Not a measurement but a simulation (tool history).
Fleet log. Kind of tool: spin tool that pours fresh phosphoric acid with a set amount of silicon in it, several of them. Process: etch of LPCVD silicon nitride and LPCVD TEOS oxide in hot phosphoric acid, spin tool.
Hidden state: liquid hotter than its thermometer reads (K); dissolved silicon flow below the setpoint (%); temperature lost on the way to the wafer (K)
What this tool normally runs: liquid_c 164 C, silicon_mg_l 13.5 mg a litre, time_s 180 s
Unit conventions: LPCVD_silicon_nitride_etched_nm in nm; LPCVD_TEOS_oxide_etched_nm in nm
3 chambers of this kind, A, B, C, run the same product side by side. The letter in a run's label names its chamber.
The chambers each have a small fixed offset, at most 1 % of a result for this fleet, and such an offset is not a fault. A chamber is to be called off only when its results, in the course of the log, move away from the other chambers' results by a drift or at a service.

run	hour	liquid_c	silicon_mg_l	time_s	hours since the thermometer was replaced	hours since the dissolved silicon flow meter was replaced	hours since the heated supply line was repaired	read-back film thickness of the LPCVD silicon nitride reference wafer, read on the same gauge (nm)	read-back film thickness of the LPCVD TEOS oxide reference wafer, read on the same gauge (nm)	LPCVD_silicon_nitride_etched_nm	LPCVD_TEOS_oxide_etched_nm
1A	6.3	164	13.5	180	1624.4	200.1	435.1	29.995	29.981	16.296	0.46703
2C	11.9	164	13.5	180	810.1	408.9	2422.2	30.003	30.002	16.113	0.54183
3B	18	164	13.5	180	130.7	152.8	557.9	30.012	29.981	16.414	0.4892
4B	24.5	164	13.5	180	137.2	159.3	564.4	30.002	29.991	16.445	0.53129
5C	28.7	164	13.5	180	826.9	425.7	2439	29.986	30.001	16.22	0.46564
6A	35.2	164	13.5	180	1653.3	229	464	29.992	29.992	16.503	0.51997
7A	41.2	164	19	180	1659.3	235	470	29.984	30.008	16.413	0.43409
8B	47.5	164	19	180	160.2	182.3	587.4	30.008	29.999	16.222	0.43485
9C	51	164	19	180	849.2	448	2461.3	30	29.976	16.048	0.46845
10C	57.8	164	13.5	100	856	454.8	2468.1	29.979	30.009	9.0627	0.28207
11B	63	164	13.5	100	175.7	197.8	602.9	29.996	29.997	9.2325	0.27991
12A	67.5	164	13.5	100	1685.6	261.3	496.3	29.987	29.999	9.2075	0.29481
13B	73.1	164	13.5	180	185.8	207.9	613	29.979	30.009	16.3	0.52101
14A	76.7	164	13.5	180	1694.8	270.5	505.5	29.99	30	16.288	0.57783
15C	81.1	164	13.5	180	879.3	478.1	2491.4	29.988	29.996	16.174	0.4918
16A	84.9	164	13.5	180	1703	278.7	513.7	30.016	30.001	16.33	0.498
17C	87.9	164	13.5	180	886.1	484.9	2498.2	30.008	29.98	16.246	0.52155
18B	91	161.5	13.5	270	203.7	225.8	630.9	29.999	29.978	22.62	0.6126
19B	97.4	161.5	13.5	270	210.1	232.2	637.3	29.998	29.991	22.633	0.68063
20A	102.2	161.5	13.5	270	1720.3	296	531	30.015	30.002	22.337	0.68287
21C	105.2	164	13.5	180	903.4	502.2	2515.5	30.003	30.002	15.946	0.54435
22B	109.2	164	13.5	180	221.9	244	649.1	29.991	30	16.513	0.50551
23C	112.9	164	13.5	180	911.1	509.9	2523.2	30.004	29.99	16.227	0.51317
24A	117.5	164	13.5	180	1735.6	311.3	546.3	29.999	29.998	16.268	0.5776
25A	122.3	164	13.5	180	1740.4	316.1	551.1	30.002	29.989	16.333	0.52454
26C	128.4	164	13.5	180	926.6	525.4	2538.7	29.992	30.016	16.317	0.49096
27B	133.4	165.5	13.5	135	246.1	268.2	673.3	30.001	30.018	13.044	0.41022
28B	139.6	165.5	13.5	135	252.3	274.4	679.5	29.988	29.995	13.086	0.43235
29C	143.2	165.5	13.5	135	941.4	540.2	2553.5	30.042	30.016	12.843	0.411
30A	147.2	164	13.5	180	1765.3	341	576	30.004	29.997	16.472	0.48569
31B	150.2	164	13.5	180	262.9	285	690.1	30.023	30.006	16.608	0.51694
32A	157	164	13.5	180	1775.1	350.8	585.8	30.008	29.996	16.504	0.53326
33C	160.7	164	13.5	180	958.9	557.7	2571	30.036	30.005	15.895	0.4352
34A	167	164	13.5	180	1785.1	360.8	595.8	30.019	30	16.449	0.5434
35B	171.6	164	13.5	180	284.3	306.4	711.5	30.017	29.991	16.331	0.49655
36C	175.8	164	13.5	180	974	572.8	2586.1	30.006	30.001	16.229	0.49908

Next, every chamber runs the same settings. What will each give?
37A	180.6	161	13.5	180						?	?
37B	180.6	161	13.5	180						?	?
37C	180.6	161	13.5	180						?	?

run	LPCVD_silicon_nitride_etched_nm	LPCVD_TEOS_oxide_etched_nm
37A	14.682	0.38741
37B	14.795	0.40212
37C	14.732	0.43537

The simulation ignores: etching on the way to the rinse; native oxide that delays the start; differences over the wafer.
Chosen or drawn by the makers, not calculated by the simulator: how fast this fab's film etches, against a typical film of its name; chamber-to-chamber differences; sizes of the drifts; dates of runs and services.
